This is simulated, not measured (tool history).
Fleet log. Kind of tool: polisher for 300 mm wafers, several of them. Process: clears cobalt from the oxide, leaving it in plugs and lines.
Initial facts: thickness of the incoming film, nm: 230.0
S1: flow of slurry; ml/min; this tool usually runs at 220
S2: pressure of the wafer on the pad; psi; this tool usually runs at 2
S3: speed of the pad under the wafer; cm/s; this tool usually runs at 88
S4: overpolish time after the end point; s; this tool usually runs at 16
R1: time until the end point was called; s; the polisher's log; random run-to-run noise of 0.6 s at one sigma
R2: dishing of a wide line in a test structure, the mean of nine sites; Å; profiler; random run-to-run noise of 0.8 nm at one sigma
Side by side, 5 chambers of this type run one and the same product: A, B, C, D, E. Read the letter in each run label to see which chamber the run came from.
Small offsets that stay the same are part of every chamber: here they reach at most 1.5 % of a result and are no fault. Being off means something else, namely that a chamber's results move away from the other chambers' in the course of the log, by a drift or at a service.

| run | hour | S1 | S2 | S3 | S4 | R1 | R2 |
|---|---|---|---|---|---|---|---|
|  | 3.5 | chamber B: worn pad replaced by a new one |
| 1E | 10.6 | 220 | 2 | 88 | 16 | 44.003 | 418.5 |
| 2C | 21.6 | 220 | 2 | 88 | 16 | 44.555 | 426.98 |
| 3B | 31.1 | 220 | 2 | 88 | 16 | 46.373 | 427.22 |
| 4A | 40.3 | 220 | 2 | 88 | 16 | 45.043 | 413.23 |
|  | 42.4 | chamber C: worn pad replaced by a new one |
|  | 45 | chamber E: head pressure recalibrated |
|  | 49.9 | chamber E: worn pad replaced by a new one |
| 5D | 50.2 | 220 | 2 | 88 | 16 | 43.302 | 431.58 |
| 6B | 57.4 | 220 | 2 | 88 | 9 | 45.06 | 307.2 |
| 7A | 64.5 | 220 | 2 | 88 | 9 | 44.518 | 320.72 |
|  | 66.8 | chamber A: worn pad replaced by a new one |
| 8E | 73.3 | 220 | 2 | 88 | 9 | 44.102 | 311.42 |
|  | 77.7 | chamber A: slurry nozzle cleaned |
| 9C | 82.8 | 220 | 2 | 88 | 9 | 44.673 | 316.29 |
| 10D | 88.8 | 220 | 2 | 88 | 9 | 44.661 | 311.27 |
| 11D | 100.8 | 250 | 1.7 | 88 | 16 | 51.795 | 404 |
|  | 101.4 | chamber B: worn pad replaced by a new one |
|  | 110.2 | chamber D: worn pad replaced by a new one |
| 12A | 112.2 | 250 | 1.7 | 88 | 16 | 51.307 | 395.95 |
| 13E | 123.7 | 250 | 1.7 | 88 | 16 | 50.699 | 397.72 |
| 14B | 129.9 | 250 | 1.7 | 88 | 16 | 52.484 | 392.35 |
| 15C | 141.1 | 250 | 1.7 | 88 | 16 | 51.882 | 403.25 |
|  | 142 | chamber E: worn pad replaced by a new one |
|  | 149.7 | chamber C: worn pad replaced by a new one |
| 16E | 153.2 | 220 | 2 | 88 | 25 | 43.438 | 508.45 |
|  | 154.6 | chamber A: worn pad replaced by a new one |
|  | 156.8 | chamber E: slurry nozzle cleaned |
| 17C | 158.9 | 220 | 2 | 88 | 25 | 44.826 | 490.46 |
| 18D | 168.3 | 220 | 2 | 88 | 25 | 45.966 | 490.88 |
| 19A | 176.6 | 220 | 2 | 88 | 25 | 45.122 | 494.58 |
| 20B | 185 | 220 | 2 | 88 | 25 | 45.718 | 516.16 |
| 21C | 197.6 | 220 | 2 | 88 | 16 | 44.191 | 425.56 |
| 22B | 204.7 | 220 | 2 | 88 | 16 | 46.16 | 427.07 |
|  | 208.3 | chamber B: worn pad replaced by a new one |
|  | 209 | chamber D: worn pad replaced by a new one |
| 23D | 215.4 | 220 | 2.3 | 102 | 16 | 33.337 | 458.36 |
| 24A | 227 | 220 | 2.3 | 102 | 16 | 33.876 | 474.74 |
|  | 230.9 | chamber E: worn pad replaced by a new one |
|  | 232.2 | chamber B: slurry nozzle cleaned |
| 25E | 235.6 | 220 | 2.3 | 102 | 16 | 33.166 | 465.55 |
|  | 237.9 | chamber A: worn pad replaced by a new one |
| 26E | 244.2 | 220 | 2.3 | 102 | 16 | 33.255 | 473.72 |
|  | 256.5 | chamber C: worn pad replaced by a new one |
| 27B | 257.2 | 220 | 2.3 | 102 | 16 | 33.911 | 473.27 |
| 28C | 263.6 | 220 | 2 | 88 | 16 | 45.063 | 428.31 |
| 29A | 272.6 | 220 | 2 | 88 | 16 | 45.439 | 439.15 |
| 30D | 280 | 220 | 2 | 88 | 16 | 43.702 | 423.08 |
| 31B | 291.3 | 220 | 2 | 88 | 16 | 45.47 | 430.93 |

Does one chamber stand apart from the rest, does the shared gauge drift, or is all well apart from small per-chamber offsets? Give the chamber and the most likely cause, where there is one.

No chamber stands off beyond its own small offset, and the gauge holds steady.
